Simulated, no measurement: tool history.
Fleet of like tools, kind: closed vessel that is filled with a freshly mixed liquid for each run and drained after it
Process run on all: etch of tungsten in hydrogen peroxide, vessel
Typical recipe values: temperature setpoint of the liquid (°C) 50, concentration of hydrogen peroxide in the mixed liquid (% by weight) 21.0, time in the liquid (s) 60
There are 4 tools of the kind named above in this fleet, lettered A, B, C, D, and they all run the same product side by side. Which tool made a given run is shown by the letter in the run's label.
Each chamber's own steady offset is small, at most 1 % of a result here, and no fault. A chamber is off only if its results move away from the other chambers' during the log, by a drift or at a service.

run   hour  temperature setpoint of the liquid (°C)  concentration of hydrogen peroxide in the mixed liquid (% by weight)  time in the liquid (s)  read-back film thickness of the tungsten reference wafer, read on the same gauge (nm)  thickness taken off the tungsten on a monitor wafer (Å)
 1D    8.6                                       50                                                                  21.0                      60                                                                                 79.982                                                   1450.6
 2B   15.7                                       50                                                                  21.0                      60                                                                                 79.989                                                   1461.7
 3A   29.9                                       50                                                                  21.0                      60                                                                                 80.008                                                   1422.9
 4C   37.5                                       50                                                                  21.0                      60                                                                                 80.025                                                   1436.2
      43.5  -- chamber C: new drum of peroxide connected
 5C   45.3                                       50                                                                  21.0                      60                                                                                 79.998                                                   1424.9
 6A   59.0                                       50                                                                  21.0                      60                                                                                 80.007                                                   1428.5
      69.4  -- chamber B: new drum of peroxide connected
      70.9  -- chamber D: new drum of peroxide connected
 7B   74.0                                       50                                                                  21.0                      60                                                                                 79.989                                                   1402.9
 8D   87.4                                       50                                                                  21.0                      60                                                                                 79.995                                                   1418.8
 9B   98.4                                       50                                                                  21.0                      60                                                                                 79.987                                                   1421.3
10C  105.6                                       50                                                                  21.0                      60                                                                                 80.020                                                   1434.5
11A  115.5                                       50                                                                  21.0                      60                                                                                 79.977                                                   1422.0
12D  128.7                                       50                                                                  21.0                      60                                                                                 79.978                                                   1420.0
     128.8  -- chamber D: peroxide flow meter replaced
     141.8  -- chamber D: thermometer replaced
13B  141.8                                       50                                                                  21.0                      60                                                                                 80.014                                                   1430.8
14D  149.7                                       50                                                                  21.0                      60                                                                                 79.999                                                   1419.8
15A  157.1                                       50                                                                  21.0                      60                                                                                 80.010                                                   1432.5
16C  164.9                                       50                                                                  21.0                      60                                                                                 80.019                                                   1416.3
17C  173.3                                       50                                                                  21.0                      60                                                                                 79.993                                                   1420.7
18D  182.3                                       50                                                                  21.0                      60                                                                                 79.991                                                   1422.4
19B  194.7                                       50                                                                  15.5                      80                                                                                 79.985                                                   1543.5
20A  208.3                                       50                                                                  15.5                      80                                                                                 80.016                                                   1645.4
21D  218.7                                       50                                                                  15.5                      80                                                                                 79.978                                                   1626.6
22B  225.9                                       50                                                                  15.5                      80                                                                                 79.990                                                   1533.6
23C  233.7                                       50                                                                  21.0                      60                                                                                 80.027                                                   1437.8
24A  243.3                                       50                                                                  21.0                      60                                                                                 80.012                                                   1424.4
25C  255.0                                       50                                                                  21.0                      60                                                                                 80.028                                                   1414.8
26A  263.7                                       50                                                                  21.0                      60                                                                                 80.034                                                   1443.3
27B  270.7                                       50                                                                  21.0                      60                                                                                 79.985                                                   1328.3
28D  282.8                                       50                                                                  21.0                      60                                                                                 79.954                                                   1435.7

Does one chamber stand apart from the rest, does the shared gauge drift, or is all well apart from small per-chamber offsets? Give the chamber and the most likely cause, where there is one.

One chamber, B, drifts off from the rest bit by bit.
What lies behind it: liquid colder than its thermometer reads (K) = 1.49.

Here are 4 candidates for chamber B's next run, each the usual settings with a change, their results left as question marks. Which one brings its results back in line with what the others give on the usual settings?
To be in line, a result may differ from the other chambers' mean on the usual settings by at most: thickness taken off the tungsten on a monitor wafer (Å) 48.0
29B-1  293.8                                     51.5                                                                  21.0                      60                                                                                                                                               ?
29B-2  293.8                                     50.5                                                                  21.0                      60                                                                                                                                               ?
29B-3  293.8                                     50.0                                                                  21.0                      55                                                                                                                                               ?
29B-4  293.8                                     49.5                                                                  21.0                      60                                                                                                                                               ?

Average result of the remaining chambers running the usual settings: thickness taken off the tungsten on a monitor wafer (Å) 1426.9
  run  thickness taken off the tungsten on a monitor wafer (Å)
29B-1                                                   1436.0
29B-2                                                   1351.4
29B-3                                                   1201.2
29B-4                                                   1271.3
29B-1 is the one that brings the chamber's results back in line with the other chambers.
